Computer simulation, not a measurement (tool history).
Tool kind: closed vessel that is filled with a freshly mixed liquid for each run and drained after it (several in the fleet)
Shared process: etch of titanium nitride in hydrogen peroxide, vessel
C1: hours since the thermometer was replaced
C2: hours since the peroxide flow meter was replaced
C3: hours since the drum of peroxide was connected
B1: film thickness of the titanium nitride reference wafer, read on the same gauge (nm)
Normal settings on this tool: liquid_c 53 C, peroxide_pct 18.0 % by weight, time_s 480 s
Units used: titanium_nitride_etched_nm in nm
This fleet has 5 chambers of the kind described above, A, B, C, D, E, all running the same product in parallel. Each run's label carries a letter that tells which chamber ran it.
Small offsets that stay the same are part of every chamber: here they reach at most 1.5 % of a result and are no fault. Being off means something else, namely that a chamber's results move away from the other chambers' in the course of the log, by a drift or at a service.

{"run": "1E", "day": 0.158, "liquid_c": 53, "peroxide_pct": 18.0, "time_s": 480, "C1": 927.5, "C2": 1282.4, "C3": 47.0, "B1": 130.01, "titanium_nitride_etched_nm": 20.14}
{"run": "2D", "day": 0.4, "liquid_c": 53, "peroxide_pct": 18.0, "time_s": 480, "C1": 397.3, "C2": 125.5, "C3": 265.1, "B1": 130.01, "titanium_nitride_etched_nm": 20.642}
{"run": "3C", "day": 0.729, "liquid_c": 53, "peroxide_pct": 18.0, "time_s": 480, "C1": 968.3, "C2": 171.5, "C3": 436.1, "B1": 130.01, "titanium_nitride_etched_nm": 20.304}
{"day": 0.754, "done": "chamber C: new drum of peroxide connected"}
{"run": "4A", "day": 0.888, "liquid_c": 53, "peroxide_pct": 18.0, "time_s": 480, "C1": 1864.3, "C2": 1786.4, "C3": 797.6, "B1": 130.0, "titanium_nitride_etched_nm": 20.22}
{"run": "5B", "day": 1.154, "liquid_c": 53, "peroxide_pct": 18.0, "time_s": 480, "C1": 1391.0, "C2": 1276.1, "C3": 30.8, "B1": 129.99, "titanium_nitride_etched_nm": 20.347}
{"run": "6E", "day": 1.483, "liquid_c": 53, "peroxide_pct": 18.0, "time_s": 480, "C1": 959.3, "C2": 1314.2, "C3": 78.8, "B1": 130.02, "titanium_nitride_etched_nm": 20.057}
{"run": "7A", "day": 1.775, "liquid_c": 53, "peroxide_pct": 18.0, "time_s": 480, "C1": 1885.6, "C2": 1807.7, "C3": 818.9, "B1": 129.98, "titanium_nitride_etched_nm": 20.151}
{"run": "8C", "day": 2.075, "liquid_c": 53, "peroxide_pct": 18.0, "time_s": 480, "C1": 1000.6, "C2": 203.8, "C3": 31.8, "B1": 130.04, "titanium_nitride_etched_nm": 20.085}
{"run": "9D", "day": 2.275, "liquid_c": 53, "peroxide_pct": 18.0, "time_s": 480, "C1": 442.3, "C2": 170.5, "C3": 310.1, "B1": 130.0, "titanium_nitride_etched_nm": 20.635}
{"run": "10B", "day": 2.604, "liquid_c": 53, "peroxide_pct": 18.0, "time_s": 610, "C1": 1425.8, "C2": 1310.9, "C3": 65.6, "B1": 129.96, "titanium_nitride_etched_nm": 25.883}
{"run": "11D", "day": 2.896, "liquid_c": 53, "peroxide_pct": 18.0, "time_s": 610, "C1": 457.2, "C2": 185.4, "C3": 325.0, "B1": 130.0, "titanium_nitride_etched_nm": 25.777}
{"run": "12E", "day": 3.088, "liquid_c": 53, "peroxide_pct": 18.0, "time_s": 610, "C1": 997.8, "C2": 1352.7, "C3": 117.3, "B1": 130.01, "titanium_nitride_etched_nm": 25.917}
{"run": "13A", "day": 3.396, "liquid_c": 53, "peroxide_pct": 18.0, "time_s": 610, "C1": 1924.5, "C2": 1846.6, "C3": 857.8, "B1": 130.02, "titanium_nitride_etched_nm": 25.594}
{"run": "14C", "day": 3.733, "liquid_c": 53, "peroxide_pct": 18.0, "time_s": 610, "C1": 1040.4, "C2": 243.6, "C3": 71.6, "B1": 129.94, "titanium_nitride_etched_nm": 25.64}
{"run": "15B", "day": 3.996, "liquid_c": 53, "peroxide_pct": 23.5, "time_s": 480, "C1": 1459.2, "C2": 1344.3, "C3": 99.0, "B1": 129.96, "titanium_nitride_etched_nm": 21.426}
{"run": "16A", "day": 4.262, "liquid_c": 53, "peroxide_pct": 23.5, "time_s": 480, "C1": 1945.3, "C2": 1867.4, "C3": 878.6, "B1": 130.01, "titanium_nitride_etched_nm": 21.43}
{"run": "17D", "day": 4.429, "liquid_c": 53, "peroxide_pct": 23.5, "time_s": 480, "C1": 494.0, "C2": 222.2, "C3": 361.8, "B1": 129.94, "titanium_nitride_etched_nm": 21.86}
{"run": "18B", "day": 4.579, "liquid_c": 53, "peroxide_pct": 23.5, "time_s": 480, "C1": 1473.2, "C2": 1358.3, "C3": 113.0, "B1": 129.97, "titanium_nitride_etched_nm": 21.072}
{"run": "19C", "day": 4.912, "liquid_c": 53, "peroxide_pct": 23.5, "time_s": 480, "C1": 1068.7, "C2": 271.9, "C3": 99.9, "B1": 130.02, "titanium_nitride_etched_nm": 21.49}
{"run": "20E", "day": 5.246, "liquid_c": 53, "peroxide_pct": 18.0, "time_s": 480, "C1": 1049.6, "C2": 1404.5, "C3": 169.1, "B1": 129.98, "titanium_nitride_etched_nm": 20.256}
{"run": "21E", "day": 5.488, "liquid_c": 53, "peroxide_pct": 18.0, "time_s": 480, "C1": 1055.4, "C2": 1410.3, "C3": 174.9, "B1": 129.98, "titanium_nitride_etched_nm": 20.346}
{"run": "22D", "day": 5.7, "liquid_c": 53, "peroxide_pct": 18.0, "time_s": 480, "C1": 524.5, "C2": 252.7, "C3": 392.3, "B1": 130.05, "titanium_nitride_etched_nm": 20.714}
{"run": "23A", "day": 5.988, "liquid_c": 53, "peroxide_pct": 18.0, "time_s": 480, "C1": 1986.7, "C2": 1908.8, "C3": 920.0, "B1": 129.99, "titanium_nitride_etched_nm": 20.259}
{"run": "24B", "day": 6.196, "liquid_c": 53, "peroxide_pct": 18.0, "time_s": 480, "C1": 1512.0, "C2": 1397.1, "C3": 151.8, "B1": 130.03, "titanium_nitride_etched_nm": 19.765}
{"run": "25C", "day": 6.475, "liquid_c": 53, "peroxide_pct": 18.0, "time_s": 480, "C1": 1106.2, "C2": 309.4, "C3": 137.4, "B1": 129.97, "titanium_nitride_etched_nm": 20.267}
{"run": "26A", "day": 6.771, "liquid_c": 53, "peroxide_pct": 18.0, "time_s": 480, "C1": 2005.5, "C2": 1927.6, "C3": 938.8, "B1": 130.04, "titanium_nitride_etched_nm": 20.314}
{"day": 6.833, "done": "chamber A: peroxide flow meter replaced"}
{"run": "27C", "day": 6.925, "liquid_c": 53, "peroxide_pct": 18.0, "time_s": 480, "C1": 1117.0, "C2": 320.2, "C3": 148.2, "B1": 130.0, "titanium_nitride_etched_nm": 20.023}
{"run": "28D", "day": 7.246, "liquid_c": 53, "peroxide_pct": 18.0, "time_s": 480, "C1": 561.6, "C2": 289.8, "C3": 429.4, "B1": 129.97, "titanium_nitride_etched_nm": 20.396}
{"run": "29B", "day": 7.496, "liquid_c": 53, "peroxide_pct": 18.0, "time_s": 480, "C1": 1543.2, "C2": 1428.3, "C3": 183.0, "B1": 130.01, "titanium_nitride_etched_nm": 19.329}
{"day": 7.567, "done": "chamber A: thermometer replaced"}
{"day": 7.579, "done": "chamber D: thermometer replaced"}
{"run": "30E", "day": 7.692, "liquid_c": 53, "peroxide_pct": 18.0, "time_s": 480, "C1": 1108.3, "C2": 1463.2, "C3": 227.8, "B1": 129.99, "titanium_nitride_etched_nm": 20.302}
{"run": "31D", "day": 7.954, "liquid_c": 53, "peroxide_pct": 18.0, "time_s": 480, "C1": 9.1, "C2": 306.8, "C3": 446.4, "B1": 129.95, "titanium_nitride_etched_nm": 20.423}
{"run": "32A", "day": 8.208, "liquid_c": 53, "peroxide_pct": 18.0, "time_s": 480, "C1": 15.5, "C2": 33.0, "C3": 973.3, "B1": 130.02, "titanium_nitride_etched_nm": 20.11}
{"run": "33B", "day": 8.492, "liquid_c": 53, "peroxide_pct": 18.0, "time_s": 480, "C1": 1567.1, "C2": 1452.2, "C3": 206.9, "B1": 130.02, "titanium_nitride_etched_nm": 19.134}
{"run": "34C", "day": 8.671, "liquid_c": 53, "peroxide_pct": 18.0, "time_s": 480, "C1": 1158.9, "C2": 362.1, "C3": 190.1, "B1": 130.07, "titanium_nitride_etched_nm": 20.113}
{"run": "35E", "day": 8.833, "liquid_c": 53, "peroxide_pct": 18.0, "time_s": 480, "C1": 1135.7, "C2": 1490.6, "C3": 255.2, "B1": 130.01, "titanium_nitride_etched_nm": 20.606}
{"run": "36A", "day": 9.021, "liquid_c": 53, "peroxide_pct": 18.0, "time_s": 480, "C1": 35.0, "C2": 52.5, "C3": 992.8, "B1": 130.01, "titanium_nitride_etched_nm": 20.347}
{"run": "37B", "day": 9.325, "liquid_c": 53, "peroxide_pct": 18.0, "time_s": 480, "C1": 1587.1, "C2": 1472.2, "C3": 226.9, "B1": 130.01, "titanium_nitride_etched_nm": 19.275}
{"day": 9.367, "done": "chamber B: peroxide flow meter replaced"}
{"run": "38D", "day": 9.583, "liquid_c": 53, "peroxide_pct": 18.0, "time_s": 480, "C1": 48.2, "C2": 345.9, "C3": 485.5, "B1": 130.02, "titanium_nitride_etched_nm": 20.522}
{"run": "39C", "day": 9.762, "liquid_c": 53, "peroxide_pct": 18.0, "time_s": 480, "C1": 1185.1, "C2": 388.3, "C3": 216.3, "B1": 130.01, "titanium_nitride_etched_nm": 20.065}
{"run": "40E", "day": 10.096, "liquid_c": 53, "peroxide_pct": 18.0, "time_s": 480, "C1": 1166.0, "C2": 1520.9, "C3": 285.5, "B1": 130.02, "titanium_nitride_etched_nm": 20.361}
{"run": "41B", "day": 10.317, "liquid_c": 53, "peroxide_pct": 18.0, "time_s": 480, "C1": 1610.9, "C2": 22.9, "C3": 250.7, "B1": 129.96, "titanium_nitride_etched_nm": 18.944}

All 5 chambers run these settings next. Forecast each chamber's results:
{"run": "42A", "day": 10.562, "liquid_c": 53, "peroxide_pct": 18.0, "time_s": 480, "titanium_nitride_etched_nm": "?"}
{"run": "42B", "day": 10.562, "liquid_c": 53, "peroxide_pct": 18.0, "time_s": 480, "titanium_nitride_etched_nm": "?"}
{"run": "42C", "day": 10.562, "liquid_c": 53, "peroxide_pct": 18.0, "time_s": 480, "titanium_nitride_etched_nm": "?"}
{"run": "42D", "day": 10.562, "liquid_c": 53, "peroxide_pct": 18.0, "time_s": 480, "titanium_nitride_etched_nm": "?"}
{"run": "42E", "day": 10.562, "liquid_c": 53, "peroxide_pct": 18.0, "time_s": 480, "titanium_nitride_etched_nm": "?"}

run=42A titanium_nitride_etched_nm=20.393
run=42B titanium_nitride_etched_nm=18.907
run=42C titanium_nitride_etched_nm=20.323
run=42D titanium_nitride_etched_nm=20.355
run=42E titanium_nitride_etched_nm=20.321
